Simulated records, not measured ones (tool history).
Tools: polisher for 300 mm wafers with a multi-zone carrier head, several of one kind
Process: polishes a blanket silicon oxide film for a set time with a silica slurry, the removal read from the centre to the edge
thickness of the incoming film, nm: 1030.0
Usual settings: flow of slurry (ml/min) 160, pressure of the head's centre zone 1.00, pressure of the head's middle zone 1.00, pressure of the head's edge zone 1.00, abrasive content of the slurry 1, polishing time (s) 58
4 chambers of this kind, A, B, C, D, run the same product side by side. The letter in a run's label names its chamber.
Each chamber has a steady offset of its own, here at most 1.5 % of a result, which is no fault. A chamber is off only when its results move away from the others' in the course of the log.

run	hour	flow of slurry (ml/min)	pressure of the head's centre zone	pressure of the head's middle zone	pressure of the head's edge zone	abrasive content of the slurry	polishing time (s)	film removed at the wafer's centre (Å)	film removed at mid-radius (Å)	film removed at the wafer's edge (Å)
1C	9.0	160	1.00	1.00	1.00	1	58	2448.0	2449.0	2442.7
2B	20.7	160	1.00	1.00	1.00	1	58	2446.9	2466.1	2440.6
3A	29.5	160	1.00	1.00	1.00	1	58	2539.5	2443.5	2426.2
# hour 34.7: chamber B: worn pad replaced by a new one
4D	39.2	160	1.00	1.00	1.00	1	58	2409.3	2415.2	2454.1
# hour 40.3: chamber D: worn pad replaced by a new one
5B	49.0	160	1.00	1.00	1.00	1	58	2482.0	2467.2	2450.9
6C	60.9	160	1.00	1.11	1.00	1	49	2045.3	2250.0	2091.6
7D	69.7	160	1.00	1.11	1.00	1	49	2084.4	2272.0	2069.5
# hour 71.3: chamber C: edge zone pressure recalibrated
# hour 78.7: chamber D: slurry nozzle cleaned
8A	84.3	160	1.00	1.11	1.00	1	49	2055.1	2262.7	2102.8
9C	93.9	160	1.00	1.11	1.00	1	49	2061.2	2260.3	2063.6
10A	100.6	160	1.00	1.00	1.00	1	58	2423.8	2417.3	2427.7
11D	110.5	160	1.00	1.00	1.00	1	58	2487.4	2440.7	2462.1
# hour 121.7: chamber C: worn pad replaced by a new one
# hour 122.9: chamber B: worn pad replaced by a new one
12B	123.9	160	1.00	1.00	1.00	1	58	2443.8	2471.9	2420.8
13D	133.1	160	1.00	1.00	1.00	1	58	2437.9	2438.4	2428.6
14C	145.3	160	1.00	1.00	1.00	1	58	2469.1	2435.2	2417.2
# hour 151.0: chamber D: centre zone pressure recalibrated
15A	154.8	160	1.00	1.00	1.00	1	58	2342.4	2329.7	2324.2
16B	164.3	160	0.96	1.00	0.91	1	58	2373.3	2461.8	2313.7
17B	172.2	160	0.96	1.00	0.91	1	58	2397.9	2440.1	2331.4
18C	181.2	160	0.96	1.00	0.91	1	58	2369.9	2434.4	2298.3
19D	190.0	160	0.96	1.00	0.91	1	58	2351.0	2461.9	2348.3
# hour 191.7: chamber B: edge zone pressure recalibrated
# hour 199.9: chamber B: slurry nozzle cleaned
20A	202.9	160	1.00	1.00	1.00	1	58	2279.0	2191.7	2224.2
21C	209.4	160	1.00	1.00	1.00	1	58	2471.2	2482.2	2438.1
22D	216.6	160	1.00	0.93	1.00	1	67	2871.5	2634.6	2850.9
# hour 222.1: chamber B: worn pad replaced by a new one
23B	223.0	160	1.00	0.93	1.00	1	67	2845.9	2681.1	2876.1
24A	235.2	160	1.00	0.93	1.00	1	67	2568.6	2337.6	2568.4
# hour 248.2: chamber D: worn pad replaced by a new one
25D	249.7	160	1.00	0.93	1.00	1	67	2848.4	2651.8	2948.9
# hour 256.1: chamber A: slurry nozzle cleaned
26A	261.7	160	1.00	1.00	1.00	1	58	2163.9	2119.5	2125.4
27B	268.3	160	1.00	1.00	1.00	1	58	2455.6	2461.0	2451.0
# hour 269.0: chamber C: worn pad replaced by a new one
28C	276.5	160	1.00	1.00	1.00	1	58	2456.1	2484.4	2474.5

All 4 chambers run these settings next. Forecast each chamber's results:
29A	287.1	160	1.00	1.00	1.00	1	58	?	?	?
29B	287.1	160	1.00	1.00	1.00	1	58	?	?	?
29C	287.1	160	1.00	1.00	1.00	1	58	?	?	?
29D	287.1	160	1.00	1.00	1.00	1	58	?	?	?

run	film removed at the wafer's centre (Å)	film removed at mid-radius (Å)	film removed at the wafer's edge (Å)
29A	2068.7	2074.9	2073.5
29B	2509.3	2458.3	2483.1
29C	2445.8	2450.3	2411.2
29D	2449.8	2428.7	2489.7
